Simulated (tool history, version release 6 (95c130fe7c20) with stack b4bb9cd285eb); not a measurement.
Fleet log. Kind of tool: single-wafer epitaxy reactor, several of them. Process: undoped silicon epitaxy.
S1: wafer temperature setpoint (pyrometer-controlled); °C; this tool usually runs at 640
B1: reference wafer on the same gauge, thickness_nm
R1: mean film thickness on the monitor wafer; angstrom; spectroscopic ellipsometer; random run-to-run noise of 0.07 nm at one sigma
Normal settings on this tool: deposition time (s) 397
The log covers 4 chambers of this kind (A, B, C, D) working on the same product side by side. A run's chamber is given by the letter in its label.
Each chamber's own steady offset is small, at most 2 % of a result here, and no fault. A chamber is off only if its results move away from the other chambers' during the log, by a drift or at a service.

Run 1D, hour 7: usual settings; B1 45.623. Result: R1 533.81 angstrom.
Run 2C, hour 14.3: usual settings; B1 45.608. Result: R1 534.37 angstrom.
Run 3A, hour 18.6: usual settings; B1 45.617. Result: R1 534.56 angstrom.
Run 4B, hour 24.4: usual settings; B1 45.643. Result: R1 544.78 angstrom.
Run 5D, hour 30: usual settings; B1 45.636. Result: R1 534.3 angstrom.
Run 6B, hour 36.3: usual settings; B1 45.657. Result: R1 544.33 angstrom.
Run 7A, hour 43.5: usual settings but deposition time (s) 468; B1 45.672. Result: R1 630.99 angstrom.
Run 8C, hour 51: usual settings but deposition time (s) 468; B1 45.681. Result: R1 630.29 angstrom.
Run 9A, hour 56.3: usual settings but deposition time (s) 468; B1 45.671. Result: R1 630.62 angstrom.
Run 10C, hour 59.8: usual settings but deposition time (s) 468; B1 45.69. Result: R1 631.69 angstrom.
At hour 61.8: chamber C: pyrometer calibrated.
Run 11B, hour 66.4: usual settings but S1 647 °C; B1 45.704. Result: R1 638.09 angstrom.
Run 12D, hour 71.5: usual settings but S1 647 °C; B1 45.711. Result: R1 626.35 angstrom.
Run 13A, hour 78.4: usual settings but S1 647 °C; B1 45.722. Result: R1 625.42 angstrom.
Run 14D, hour 83.8: usual settings but S1 647 °C; B1 45.74. Result: R1 626.86 angstrom.
Run 15C, hour 88.9: usual settings; B1 45.725. Result: R1 533.96 angstrom.
Run 16B, hour 95.4: usual settings; B1 45.719. Result: R1 545.02 angstrom.
Run 17A, hour 100.8: usual settings but S1 635 °C, deposition time (s) 338; B1 45.754. Result: R1 406.37 angstrom.
Run 18C, hour 105: usual settings but S1 635 °C, deposition time (s) 338; B1 45.751. Result: R1 408.19 angstrom.
Run 19D, hour 109: usual settings but S1 635 °C, deposition time (s) 338; B1 45.765. Result: R1 406.44 angstrom.
Run 20B, hour 116: usual settings but S1 635 °C, deposition time (s) 338; B1 45.768. Result: R1 414.12 angstrom.
Run 21D, hour 122.6: usual settings; B1 45.781. Result: R1 535.86 angstrom.
Run 22A, hour 126.8: usual settings but deposition time (s) 352; B1 45.793. Result: R1 476.38 angstrom.
Run 23B, hour 132.5: usual settings but deposition time (s) 352; B1 45.795. Result: R1 484.34 angstrom.
Run 24C, hour 139.2: usual settings but deposition time (s) 352; B1 45.806. Result: R1 474.34 angstrom.
Run 25B, hour 144.5: usual settings but deposition time (s) 352; B1 45.827. Result: R1 485.26 angstrom.
Run 26A, hour 149.3: usual settings; B1 45.824. Result: R1 536.62 angstrom.
Run 27D, hour 153.9: usual settings; B1 45.817. Result: R1 534.88 angstrom.
Run 28C, hour 161.2: usual settings; B1 45.844. Result: R1 537.03 angstrom.

Next, all 4 chambers run the settings below, one line each with question marks for the results. What does each chamber give?
Run 29A, hour 166.5: usual settings. Result: R1 ?.
Run 29B, hour 166.5: usual settings. Result: R1 ?.
Run 29C, hour 166.5: usual settings. Result: R1 ?.
Run 29D, hour 166.5: usual settings. Result: R1 ?.

run      R1
29A   536.9
29B  546.94
29C  536.76
29D  535.19
